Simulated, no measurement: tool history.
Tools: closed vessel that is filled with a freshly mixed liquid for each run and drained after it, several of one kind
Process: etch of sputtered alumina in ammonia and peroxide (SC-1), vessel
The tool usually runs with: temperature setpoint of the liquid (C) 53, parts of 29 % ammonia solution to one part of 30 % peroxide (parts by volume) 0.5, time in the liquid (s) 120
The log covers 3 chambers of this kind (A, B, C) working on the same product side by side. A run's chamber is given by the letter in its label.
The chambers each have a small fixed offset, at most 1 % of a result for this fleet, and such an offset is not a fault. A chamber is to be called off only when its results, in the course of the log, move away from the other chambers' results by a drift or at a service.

| run | hour | temperature setpoint of the liquid (C) | parts of 29 % ammonia solution to one part of 30 % peroxide (parts by volume) | time in the liquid (s) | read-back film thickness of the sputtered alumina reference wafer, read on the same gauge (nm) | thickness taken off the sputtered alumina on a monitor wafer (nm) |
|---|---|---|---|---|---|---|
| 1B | 9.2 | 53 | 0.5 | 120 | 59.974 | 7.8021 |
| 2A | 16.5 | 53 | 0.5 | 120 | 59.997 | 7.798 |
| 3C | 25.2 | 53 | 0.5 | 120 | 60.007 | 7.7488 |
| 4B | 30.4 | 53 | 0.5 | 120 | 59.989 | 7.742 |
| 5C | 35.7 | 53 | 0.3 | 155 | 59.993 | 9.4597 |
| 6A | 40.3 | 53 | 0.3 | 155 | 60.002 | 9.7163 |
| 7A | 49.1 | 53 | 0.3 | 155 | 60.003 | 9.6478 |
| 8B | 53.2 | 53 | 0.5 | 120 | 60.009 | 7.7106 |
| 9C | 60 | 53 | 0.5 | 120 | 60.01 | 7.7552 |
| 10B | 65.8 | 53 | 0.5 | 120 | 59.981 | 7.761 |
| 11A | 70.9 | 53 | 0.5 | 120 | 60.01 | 7.8538 |
| 12C | 76.5 | 53 | 0.5 | 120 | 59.982 | 7.6661 |
| 13A | 82.2 | 53 | 0.5 | 120 | 60.01 | 7.8382 |
| 14B | 90.5 | 53 | 0.5 | 120 | 59.999 | 7.7222 |
| 15C | 99.7 | 53 | 0.5 | 120 | 59.969 | 7.7609 |
| 16B | 107 | 53 | 0.5 | 120 | 60.01 | 7.7352 |
| 17A | 114.2 | 53 | 0.5 | 120 | 59.99 | 7.8161 |
| 18C | 118.3 | 53 | 0.75 | 120 | 60.014 | 7.9907 |
| 19B | 123.9 | 53 | 0.75 | 120 | 60.001 | 8.0363 |
|  | 125.9 | chamber A: new drum of ammonia solution connected |
| 20A | 132.4 | 53 | 0.75 | 120 | 59.998 | 8.1183 |
| 21C | 138.5 | 53 | 0.5 | 120 | 60.003 | 7.7224 |
| 22A | 145.7 | 53 | 0.5 | 120 | 59.994 | 7.7761 |
| 23C | 150.8 | 53 | 0.5 | 120 | 59.986 | 7.7464 |
| 24B | 158.1 | 53 | 0.5 | 120 | 59.986 | 7.7113 |
| 25C | 165.4 | 53 | 0.5 | 120 | 60.008 | 7.7548 |

What goes on in this fleet: one chamber off, a drifting gauge, or nothing beyond the chambers' own small offsets? Name the chamber and the cause, if any.

Neither any chamber nor the gauge drifts; the chambers differ only by their own small, steady offsets.
